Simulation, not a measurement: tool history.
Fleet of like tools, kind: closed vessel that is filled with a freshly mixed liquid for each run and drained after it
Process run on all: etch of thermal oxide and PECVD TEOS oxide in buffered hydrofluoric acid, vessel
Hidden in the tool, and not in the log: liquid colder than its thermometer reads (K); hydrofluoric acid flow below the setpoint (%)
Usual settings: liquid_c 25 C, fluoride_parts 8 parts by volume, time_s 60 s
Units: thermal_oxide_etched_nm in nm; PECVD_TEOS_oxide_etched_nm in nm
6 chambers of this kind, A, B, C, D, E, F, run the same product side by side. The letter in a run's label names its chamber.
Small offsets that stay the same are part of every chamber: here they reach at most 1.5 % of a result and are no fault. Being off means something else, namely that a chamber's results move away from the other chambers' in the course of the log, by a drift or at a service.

| run | hour | liquid_c | fluoride_parts | time_s | hours since the thermometer was replaced | hours since the hydrofluoric acid flow meter was replaced | read-back film thickness of the thermal oxide reference wafer, read on the same gauge (nm) | read-back film thickness of the PECVD TEOS oxide reference wafer, read on the same gauge (nm) | thermal_oxide_etched_nm | PECVD_TEOS_oxide_etched_nm |
|---|---|---|---|---|---|---|---|---|---|---|
| 1A | 8.1 | 25 | 8 | 60 | 1756.3 | 1119.5 | 150.01 | 59.961 | 90.621 | 102.560 |
| 2E | 17.5 | 25 | 8 | 60 | 2197.0 | 454.7 | 150.03 | 59.967 | 88.523 | 101.030 |
| 3B | 23.8 | 25 | 8 | 60 | 741.7 | 124.3 | 149.99 | 60.029 | 89.058 | 101.000 |
| 4D | 30.5 | 25 | 8 | 60 | 1447.9 | 73.3 | 149.99 | 60.024 | 89.384 | 101.690 |
| 5C | 39.6 | 25 | 8 | 60 | 1984.7 | 56.8 | 149.99 | 60.005 | 89.247 | 100.650 |
| 6F | 49.9 | 25 | 8 | 60 | 591.5 | 317.5 | 150.01 | 59.991 | 90.303 | 101.300 |
| 7A | 61.5 | 25 | 8 | 60 | 1809.7 | 1172.9 | 150.00 | 59.925 | 89.389 | 102.310 |
| 8C | 69.5 | 25 | 8 | 60 | 2014.6 | 86.7 | 150.01 | 59.978 | 91.373 | 101.270 |
| 9D | 75.4 | 25 | 8 | 60 | 1492.8 | 118.2 | 149.99 | 59.976 | 90.825 | 101.760 |
| 10E | 84.2 | 25 | 8 | 60 | 2263.7 | 521.4 | 150.00 | 60.011 | 90.399 | 100.870 |
| 11B | 95.8 | 25 | 8 | 60 | 813.7 | 196.3 | 150.00 | 60.034 | 89.812 | 101.710 |
| 12F | 101.3 | 25 | 8 | 60 | 642.9 | 368.9 | 149.99 | 59.975 | 91.034 | 102.130 |
| 13D | 107.9 | 25 | 8 | 30 | 1525.3 | 150.7 | 150.00 | 59.973 | 44.617 | 50.715 |
| 14B | 115.9 | 25 | 8 | 30 | 833.8 | 216.4 | 149.98 | 59.990 | 44.945 | 50.386 |
| 15A | 122.3 | 25 | 8 | 30 | 1870.5 | 1233.7 | 150.01 | 60.030 | 45.136 | 51.503 |
| 16F | 130.5 | 25 | 8 | 30 | 672.1 | 398.1 | 150.03 | 59.974 | 45.027 | 50.285 |
| 17C | 138.1 | 25 | 8 | 30 | 2083.2 | 155.3 | 150.00 | 59.997 | 44.967 | 50.231 |
| 18E | 149.0 | 25 | 8 | 30 | 2328.5 | 586.2 | 149.99 | 60.023 | 44.641 | 50.442 |
| 19E | 160.0 | 25 | 8 | 60 | 2339.5 | 597.2 | 150.02 | 60.042 | 90.012 | 100.750 |
| 20C | 168.9 | 25 | 7 | 60 | 2114.0 | 186.1 | 150.02 | 59.994 | 103.920 | 116.160 |
| 21A | 180.6 | 25 | 7 | 60 | 1928.8 | 1292.0 | 149.98 | 60.004 | 104.430 | 117.380 |
| 22F | 187.5 | 25 | 7 | 60 | 729.1 | 455.1 | 149.99 | 60.012 | 104.510 | 116.130 |
| 23B | 193.5 | 25 | 7 | 60 | 911.4 | 294.0 | 150.01 | 60.010 | 102.770 | 116.960 |
| 24D | 205.2 | 25 | 7 | 60 | 1622.6 | 248.0 | 149.99 | 60.021 | 104.020 | 117.060 |
| 25D | 216.3 | 25 | 7 | 60 | 1633.7 | 259.1 | 149.99 | 59.992 | 105.450 | 117.840 |
| 26A | 223.5 | 25 | 8 | 60 | 1971.7 | 1334.9 | 149.97 | 60.018 | 89.289 | 102.520 |
|  | 228.4 | chamber D: thermometer replaced |
| 27E | 231.2 | 25 | 8 | 60 | 2410.7 | 668.4 | 150.00 | 59.947 | 89.913 | 100.660 |
|  | 238.9 | chamber E: hydrofluoric acid flow meter replaced |
| 28C | 240.2 | 25 | 8 | 60 | 2185.3 | 257.4 | 149.97 | 59.980 | 89.413 | 100.810 |
| 29B | 245.9 | 25 | 8 | 60 | 963.8 | 346.4 | 149.99 | 60.020 | 88.832 | 101.060 |
| 30F | 256.6 | 25 | 8 | 60 | 798.2 | 524.2 | 150.01 | 60.019 | 90.871 | 101.380 |
| 31E | 267.4 | 25 | 8 | 60 | 2446.9 | 28.5 | 149.97 | 59.972 | 89.423 | 100.650 |
| 32F | 273.8 | 25 | 8 | 60 | 815.4 | 541.4 | 150.00 | 60.019 | 89.525 | 101.240 |
| 33B | 280.4 | 25 | 8 | 60 | 998.3 | 380.9 | 150.00 | 60.027 | 89.541 | 101.540 |
| 34A | 288.9 | 25 | 8 | 60 | 2037.1 | 1400.3 | 150.02 | 59.995 | 90.973 | 101.660 |
| 35C | 296.0 | 25 | 8 | 60 | 2241.1 | 313.2 | 149.98 | 60.020 | 90.908 | 100.800 |
| 36D | 307.1 | 25 | 8 | 30 | 78.8 | 349.9 | 150.00 | 60.044 | 45.014 | 51.192 |
| 37B | 318.4 | 25 | 8 | 30 | 1036.3 | 418.9 | 150.03 | 59.997 | 44.507 | 50.694 |
| 38E | 325.2 | 25 | 8 | 30 | 2504.7 | 86.3 | 149.98 | 60.021 | 44.995 | 50.335 |
| 39C | 331.8 | 25 | 8 | 30 | 2276.9 | 349.0 | 150.01 | 60.009 | 44.600 | 50.401 |
| 40F | 339.7 | 25 | 8 | 30 | 881.3 | 607.3 | 150.00 | 60.004 | 45.194 | 50.370 |

Predict what each chamber gives when all 6 of them run the settings below next.
| 41A | 348.1 | 25 | 8 | 60 |  |  |  |  | ? | ? |
| 41B | 348.1 | 25 | 8 | 60 |  |  |  |  | ? | ? |
| 41C | 348.1 | 25 | 8 | 60 |  |  |  |  | ? | ? |
| 41D | 348.1 | 25 | 8 | 60 |  |  |  |  | ? | ? |
| 41E | 348.1 | 25 | 8 | 60 |  |  |  |  | ? | ? |
| 41F | 348.1 | 25 | 8 | 60 |  |  |  |  | ? | ? |

| run | thermal_oxide_etched_nm | PECVD_TEOS_oxide_etched_nm |
|---|---|---|
| 41A | 89.698 | 101.850 |
| 41B | 89.820 | 101.330 |
| 41C | 89.278 | 100.710 |
| 41D | 89.372 | 101.610 |
| 41E | 88.754 | 101.430 |
| 41F | 89.085 | 100.940 |
